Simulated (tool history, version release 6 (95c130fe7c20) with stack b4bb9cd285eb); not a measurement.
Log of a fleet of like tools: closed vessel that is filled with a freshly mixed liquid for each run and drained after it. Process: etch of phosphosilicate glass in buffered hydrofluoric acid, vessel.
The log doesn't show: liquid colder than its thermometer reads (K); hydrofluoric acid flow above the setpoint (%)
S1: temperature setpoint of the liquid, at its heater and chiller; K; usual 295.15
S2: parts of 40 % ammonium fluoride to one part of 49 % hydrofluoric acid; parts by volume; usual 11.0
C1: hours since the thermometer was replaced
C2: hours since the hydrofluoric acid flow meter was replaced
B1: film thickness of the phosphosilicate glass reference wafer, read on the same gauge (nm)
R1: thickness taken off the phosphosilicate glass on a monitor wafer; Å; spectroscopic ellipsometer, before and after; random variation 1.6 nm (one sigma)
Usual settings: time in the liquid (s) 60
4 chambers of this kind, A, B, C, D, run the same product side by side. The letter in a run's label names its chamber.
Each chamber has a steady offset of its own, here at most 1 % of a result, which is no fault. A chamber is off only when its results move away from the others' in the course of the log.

run 1C day=0.183 | S1=295.15 S2=11.0 time_in_the_liquid_(s)=60 | C1=777.9 C2=1385.0 | B1=149.96 | R1=2798.5
run 2B day=0.346 | S1=295.15 S2=11.0 time_in_the_liquid_(s)=60 | C1=302.2 C2=464.2 | B1=149.98 | R1=2728.1
run 3D day=0.562 | S1=295.15 S2=11.0 time_in_the_liquid_(s)=60 | C1=636.9 C2=2295.5 | B1=150.03 | R1=2768.9
run 4A day=0.842 | S1=295.15 S2=11.0 time_in_the_liquid_(s)=60 | C1=371.2 C2=122.0 | B1=150.01 | R1=2768.0
run 5A day=1.046 | S1=295.15 S2=11.0 time_in_the_liquid_(s)=60 | C1=376.1 C2=126.9 | B1=150.00 | R1=2750.8
run 6D day=1.317 | S1=295.15 S2=11.0 time_in_the_liquid_(s)=60 | C1=655.0 C2=2313.6 | B1=150.03 | R1=2789.4
run 7C day=1.558 | S1=295.15 S2=11.0 time_in_the_liquid_(s)=50 | C1=810.9 C2=1418.0 | B1=149.95 | R1=2276.6
run 8B day=1.762 | S1=295.15 S2=11.0 time_in_the_liquid_(s)=50 | C1=336.2 C2=498.2 | B1=150.00 | R1=2289.2
run 9B day=1.967 | S1=295.15 S2=11.0 time_in_the_liquid_(s)=50 | C1=341.1 C2=503.1 | B1=150.01 | R1=2314.0
run 10D day=2.138 | S1=295.15 S2=11.0 time_in_the_liquid_(s)=50 | C1=674.7 C2=2333.3 | B1=150.02 | R1=2324.2
run 11C day=2.450 | S1=295.15 S2=11.0 time_in_the_liquid_(s)=60 | C1=832.3 C2=1439.4 | B1=150.03 | R1=2754.7
-- day=2.579 chamber D: thermometer replaced
run 12A day=2.746 | S1=295.15 S2=11.0 time_in_the_liquid_(s)=60 | C1=416.9 C2=167.7 | B1=150.01 | R1=2768.8
run 13B day=3.029 | S1=295.15 S2=11.0 time_in_the_liquid_(s)=60 | C1=366.6 C2=528.6 | B1=149.96 | R1=2816.0
run 14D day=3.367 | S1=295.15 S2=11.0 time_in_the_liquid_(s)=60 | C1=19.0 C2=2362.8 | B1=149.99 | R1=2780.5
run 15A day=3.683 | S1=295.15 S2=11.0 time_in_the_liquid_(s)=60 | C1=439.4 C2=190.2 | B1=150.03 | R1=2777.9
run 16C day=3.892 | S1=295.15 S2=11.0 time_in_the_liquid_(s)=60 | C1=866.9 C2=1474.0 | B1=150.00 | R1=2744.9
run 17B day=4.071 | S1=295.15 S2=11.0 time_in_the_liquid_(s)=60 | C1=391.6 C2=553.6 | B1=149.98 | R1=2803.6
run 18C day=4.283 | S1=295.15 S2=11.0 time_in_the_liquid_(s)=30 | C1=876.3 C2=1483.4 | B1=150.04 | R1=1379.8
run 19D day=4.538 | S1=295.15 S2=11.0 time_in_the_liquid_(s)=30 | C1=47.1 C2=2390.9 | B1=150.01 | R1=1393.0
run 20A day=4.767 | S1=295.15 S2=11.0 time_in_the_liquid_(s)=30 | C1=465.4 C2=216.2 | B1=149.98 | R1=1383.1
run 21A day=5.054 | S1=295.15 S2=11.0 time_in_the_liquid_(s)=30 | C1=472.3 C2=223.1 | B1=150.00 | R1=1389.8
run 22C day=5.283 | S1=295.15 S2=11.0 time_in_the_liquid_(s)=60 | C1=900.3 C2=1507.4 | B1=150.05 | R1=2769.8
run 23B day=5.567 | S1=295.15 S2=12.5 time_in_the_liquid_(s)=60 | C1=427.5 C2=589.5 | B1=150.02 | R1=2556.8
run 24D day=5.762 | S1=295.15 S2=12.5 time_in_the_liquid_(s)=60 | C1=76.5 C2=2420.3 | B1=150.06 | R1=2465.6
run 25B day=6.104 | S1=295.15 S2=12.5 time_in_the_liquid_(s)=60 | C1=440.4 C2=602.4 | B1=150.02 | R1=2542.1
run 26C day=6.454 | S1=295.15 S2=12.5 time_in_the_liquid_(s)=60 | C1=928.4 C2=1535.5 | B1=149.97 | R1=2466.0
run 27A day=6.754 | S1=295.15 S2=11.0 time_in_the_liquid_(s)=60 | C1=513.1 C2=263.9 | B1=149.96 | R1=2801.1
run 28D day=7.079 | S1=295.15 S2=11.0 time_in_the_liquid_(s)=60 | C1=108.1 C2=2451.9 | B1=149.94 | R1=2775.1
run 29A day=7.246 | S1=295.15 S2=11.0 time_in_the_liquid_(s)=60 | C1=524.9 C2=275.7 | B1=150.00 | R1=2765.1
run 30B day=7.596 | S1=295.15 S2=11.0 time_in_the_liquid_(s)=60 | C1=476.2 C2=638.2 | B1=149.98 | R1=2930.7
run 31D day=7.833 | S1=295.15 S2=11.0 time_in_the_liquid_(s)=60 | C1=126.2 C2=2470.0 | B1=150.00 | R1=2788.6
run 32C day=8.075 | S1=295.15 S2=11.0 time_in_the_liquid_(s)=60 | C1=967.3 C2=1574.4 | B1=149.98 | R1=2762.3
run 33D day=8.271 | S1=295.15 S2=11.0 time_in_the_liquid_(s)=60 | C1=136.7 C2=2480.5 | B1=150.00 | R1=2764.1
run 34A day=8.583 | S1=295.15 S2=11.0 time_in_the_liquid_(s)=60 | C1=557.0 C2=307.8 | B1=149.96 | R1=2769.3

What goes on in this fleet: one chamber off, a drifting gauge, or nothing beyond the chambers' own small offsets? Name the chamber and the cause, if any.

Chamber B drifts away from the others.
Cause: hydrofluoric acid flow above the setpoint (%) = 8.24.
The log may not tell that from: liquid hotter than its thermometer reads (K).

Here are 4 candidates for chamber B's next run, each the usual settings with a change, their results left as question marks. Which one brings its results back in line with what the others give on the usual settings?
In line means no further than this from the other chambers' mean on the usual settings: R1 57.0 Å
run 35B-1 day=8.838 | S1=294.65 S2=11.5 time_in_the_liquid_(s)=60 | R1=?
run 35B-2 day=8.838 | S1=295.15 S2=10.5 time_in_the_liquid_(s)=60 | R1=?
run 35B-3 day=8.838 | S1=295.65 S2=10.5 time_in_the_liquid_(s)=60 | R1=?
run 35B-4 day=8.838 | S1=294.65 S2=11.0 time_in_the_liquid_(s)=60 | R1=?

The other chambers' mean on the usual settings: R1 2767.1 Å
run=35B-1 R1=2754.2
run=35B-2 R1=3061.4
run=35B-3 R1=3147.0
run=35B-4 R1=2875.8
35B-1 brings the chamber back in line.
